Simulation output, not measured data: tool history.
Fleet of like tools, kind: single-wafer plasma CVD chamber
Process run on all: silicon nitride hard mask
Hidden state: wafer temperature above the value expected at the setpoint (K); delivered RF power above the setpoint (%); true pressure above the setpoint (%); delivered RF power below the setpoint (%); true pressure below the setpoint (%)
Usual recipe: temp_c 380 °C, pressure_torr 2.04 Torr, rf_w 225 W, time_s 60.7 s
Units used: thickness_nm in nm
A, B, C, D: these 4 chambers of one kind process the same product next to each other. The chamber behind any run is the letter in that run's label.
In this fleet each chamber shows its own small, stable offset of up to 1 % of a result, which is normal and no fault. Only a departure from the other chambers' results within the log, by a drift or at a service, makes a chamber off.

run,hour,temp_c,pressure_torr,rf_w,time_s,hours since the last thermocouple change,hours since the last RF generator calibration,hours since the last manometer calibration,"read-back reference wafer on the same gauge, thickness_nm",thickness_nm
# hour 5.7: chamber D: thermocouple changed; heater temperature recalibrated
1D,6.4,380,2.04,225,60.7,0.8,168.3,1383.9,63.318,62.364
2C,10.9,380,2.04,225,60.7,493,322.6,1096.3,63.266,61.592
3A,15,380,2.04,225,60.7,1079.5,683,1737.7,63.401,60.983
4B,20.6,380,2.04,225,60.7,1923.9,578,1508.6,63.199,61.165
5C,24.3,380,2.04,225,60.7,506.4,336,1109.7,63.357,61.438
6B,30.1,380,2.04,225,60.7,1933.4,587.5,1518.1,63.255,61.71
7D,34.7,380,2.04,225,60.7,29.1,196.6,1412.2,63.28,61.918
8A,39.9,380,2.04,225,60.7,1104.4,707.9,1762.6,63.223,61.734
9A,46.2,380,2.04,225,60.7,1110.7,714.2,1768.9,63.223,61.095
10B,51.6,380,2.04,225,60.7,1954.9,609,1539.6,63.288,61.821
11D,56.8,380,2.41,200,60.7,51.2,218.7,1434.3,63.23,59.521
12C,60.2,380,2.41,200,60.7,542.3,371.9,1145.6,63.285,58.462
13B,67,380,2.41,200,60.7,1970.3,624.4,1555,63.349,59.245
14A,70.1,380,2.41,200,60.7,1134.6,738.1,1792.8,63.258,58.382
15C,74.9,380,2.04,225,60.7,557,386.6,1160.3,63.263,60.987
16D,78.5,380,2.04,225,60.7,72.9,240.4,1456,63.349,61.977
17B,85,380,2.04,225,60.7,1988.3,642.4,1573,63.332,60.647
18A,90.5,380,2.04,225,60.7,1155,758.5,1813.2,63.304,60.878
19C,95.8,380,2.04,225,60.7,577.9,407.5,1181.2,63.41,61.227
20D,99.8,380,2.04,225,60.7,94.2,261.7,1477.3,63.211,61.574
21A,103.5,380,2.04,225,60.7,1168,771.5,1826.2,63.37,61.037
22C,107.1,380,2.04,200,71.9,589.2,418.8,1192.5,63.335,66.676
23B,113.4,380,2.04,200,71.9,2016.7,670.8,1601.4,63.313,66.889
24D,119.8,380,2.04,200,71.9,114.2,281.7,1497.3,63.259,67.609
25A,123,380,2.04,200,71.9,1187.5,791,1845.7,63.395,66.397
26B,126.3,380,2.04,225,60.7,2029.6,683.7,1614.3,63.355,61.613
27D,130.5,380,2.04,225,60.7,124.9,292.4,1508,63.236,62.038
28C,135.4,380,2.04,225,60.7,617.5,447.1,1220.8,63.328,61.24
29A,138.8,380,2.04,225,60.7,1203.3,806.8,1861.5,63.353,60.717
30D,142.3,380,2.04,225,60.7,136.7,304.2,1519.8,63.338,61.666
31C,147.2,380,2.04,225,60.7,629.3,458.9,1232.6,63.286,60.951

Has any chamber moved away from the others, gradually or after a service, or does the common gauge drift, or do the chambers differ only by their own small steady offsets? State the chamber and the most likely cause if one applies.

Nothing is wrong: each chamber keeps only its own small, steady offset and the gauge holds still.

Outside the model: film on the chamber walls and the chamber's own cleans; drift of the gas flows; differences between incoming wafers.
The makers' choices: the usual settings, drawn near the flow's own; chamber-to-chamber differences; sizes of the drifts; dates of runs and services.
